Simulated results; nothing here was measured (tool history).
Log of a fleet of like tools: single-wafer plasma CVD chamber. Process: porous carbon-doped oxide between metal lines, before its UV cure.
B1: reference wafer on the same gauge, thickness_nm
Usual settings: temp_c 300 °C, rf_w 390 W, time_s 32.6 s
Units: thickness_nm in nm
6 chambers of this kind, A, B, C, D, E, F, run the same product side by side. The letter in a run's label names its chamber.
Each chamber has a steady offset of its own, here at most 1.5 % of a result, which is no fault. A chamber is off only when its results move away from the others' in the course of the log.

Run 1C, day 0.621: usual settings; B1 147.03. Result: thickness_nm 145.41 nm.
Run 2F, day 0.958: usual settings; B1 147.08. Result: thickness_nm 147.42 nm.
Run 3E, day 1.433: usual settings; B1 147.03. Result: thickness_nm 146.20 nm.
Run 4D, day 2.000: usual settings; B1 146.93. Result: thickness_nm 144.44 nm.
Run 5B, day 2.312: usual settings but temp_c 310 °C; B1 147.10. Result: thickness_nm 138.15 nm.
Run 6A, day 2.925: usual settings but temp_c 310 °C; B1 147.03. Result: thickness_nm 137.91 nm.
Run 7F, day 3.446: usual settings but temp_c 310 °C; B1 147.00. Result: thickness_nm 139.16 nm.
Run 8D, day 3.754: usual settings but temp_c 310 °C; B1 147.00. Result: thickness_nm 136.52 nm.
Run 9E, day 4.317: usual settings but temp_c 310 °C; B1 146.92. Result: thickness_nm 137.66 nm.
Run 10A, day 4.608: usual settings but temp_c 310 °C; B1 146.94. Result: thickness_nm 137.89 nm.
Run 11B, day 5.212: usual settings; B1 147.05. Result: thickness_nm 146.17 nm.
At day 5.229: chamber D: thermocouple changed; heater temperature recalibrated.
Run 12C, day 5.846: usual settings; B1 147.08. Result: thickness_nm 145.85 nm.
Run 13D, day 6.233: usual settings; B1 147.01. Result: thickness_nm 144.56 nm.
Run 14B, day 6.725: usual settings; B1 147.03. Result: thickness_nm 146.09 nm.
Run 15F, day 7.138: usual settings but rf_w 435 W; B1 146.94. Result: thickness_nm 159.66 nm.
Run 16C, day 7.554: usual settings but rf_w 435 W; B1 146.98. Result: thickness_nm 158.71 nm.
At day 8.029: chamber E: RF generator calibrated.
Run 17E, day 8.108: usual settings but rf_w 435 W; B1 147.05. Result: thickness_nm 157.98 nm.
Run 18A, day 8.688: usual settings but rf_w 435 W; B1 147.01. Result: thickness_nm 158.81 nm.
Run 19A, day 9.075: usual settings but rf_w 435 W; B1 146.99. Result: thickness_nm 159.05 nm.
Run 20B, day 9.646: usual settings but rf_w 435 W; B1 147.02. Result: thickness_nm 160.17 nm.
Run 21E, day 10.229: usual settings; B1 146.99. Result: thickness_nm 145.53 nm.
At day 10.404: chamber F: thermocouple changed; heater temperature recalibrated.
Run 22D, day 10.867: usual settings; B1 147.05. Result: thickness_nm 144.28 nm.
Run 23F, day 11.271: usual settings; B1 146.90. Result: thickness_nm 147.54 nm.
Run 24C, day 11.792: usual settings; B1 147.02. Result: thickness_nm 145.76 nm.
Run 25B, day 12.171: usual settings; B1 146.95. Result: thickness_nm 147.90 nm.
Run 26C, day 12.600: usual settings but rf_w 415 W, time_s 26.2 s; B1 146.97. Result: thickness_nm 123.13 nm.
Run 27F, day 13.146: usual settings but rf_w 415 W, time_s 26.2 s; B1 146.99. Result: thickness_nm 124.64 nm.
Run 28E, day 13.671: usual settings but rf_w 415 W, time_s 26.2 s; B1 146.98. Result: thickness_nm 123.70 nm.
Run 29D, day 14.288: usual settings but rf_w 415 W, time_s 26.2 s; B1 147.01. Result: thickness_nm 122.32 nm.
Run 30A, day 14.875: usual settings but rf_w 415 W, time_s 26.2 s; B1 146.98. Result: thickness_nm 124.16 nm.
Run 31F, day 15.346: usual settings but rf_w 415 W, time_s 26.2 s; B1 147.09. Result: thickness_nm 124.92 nm.
Run 32D, day 15.638: usual settings; B1 147.04. Result: thickness_nm 144.36 nm.
Run 33E, day 16.208: usual settings; B1 147.13. Result: thickness_nm 145.72 nm.
Run 34B, day 16.592: usual settings; B1 146.98. Result: thickness_nm 148.33 nm.
Run 35C, day 17.075: usual settings; B1 147.00. Result: thickness_nm 145.32 nm.
Run 36A, day 17.371: usual settings; B1 146.99. Result: thickness_nm 146.40 nm.
Run 37C, day 17.742: usual settings; B1 146.95. Result: thickness_nm 146.15 nm.
Run 38A, day 18.150: usual settings; B1 146.93. Result: thickness_nm 146.55 nm.
Run 39E, day 18.492: usual settings; B1 146.98. Result: thickness_nm 146.19 nm.

All 6 chambers run these settings next. Forecast each chamber's results:
Run 40A, day 18.979: usual settings. Result: thickness_nm ?.
Run 40B, day 18.979: usual settings. Result: thickness_nm ?.
Run 40C, day 18.979: usual settings. Result: thickness_nm ?.
Run 40D, day 18.979: usual settings. Result: thickness_nm ?.
Run 40E, day 18.979: usual settings. Result: thickness_nm ?.
Run 40F, day 18.979: usual settings. Result: thickness_nm ?.

run  thickness_nm
40A        145.56
40B        148.59
40C        145.37
40D        144.07
40E        145.64
40F        147.84

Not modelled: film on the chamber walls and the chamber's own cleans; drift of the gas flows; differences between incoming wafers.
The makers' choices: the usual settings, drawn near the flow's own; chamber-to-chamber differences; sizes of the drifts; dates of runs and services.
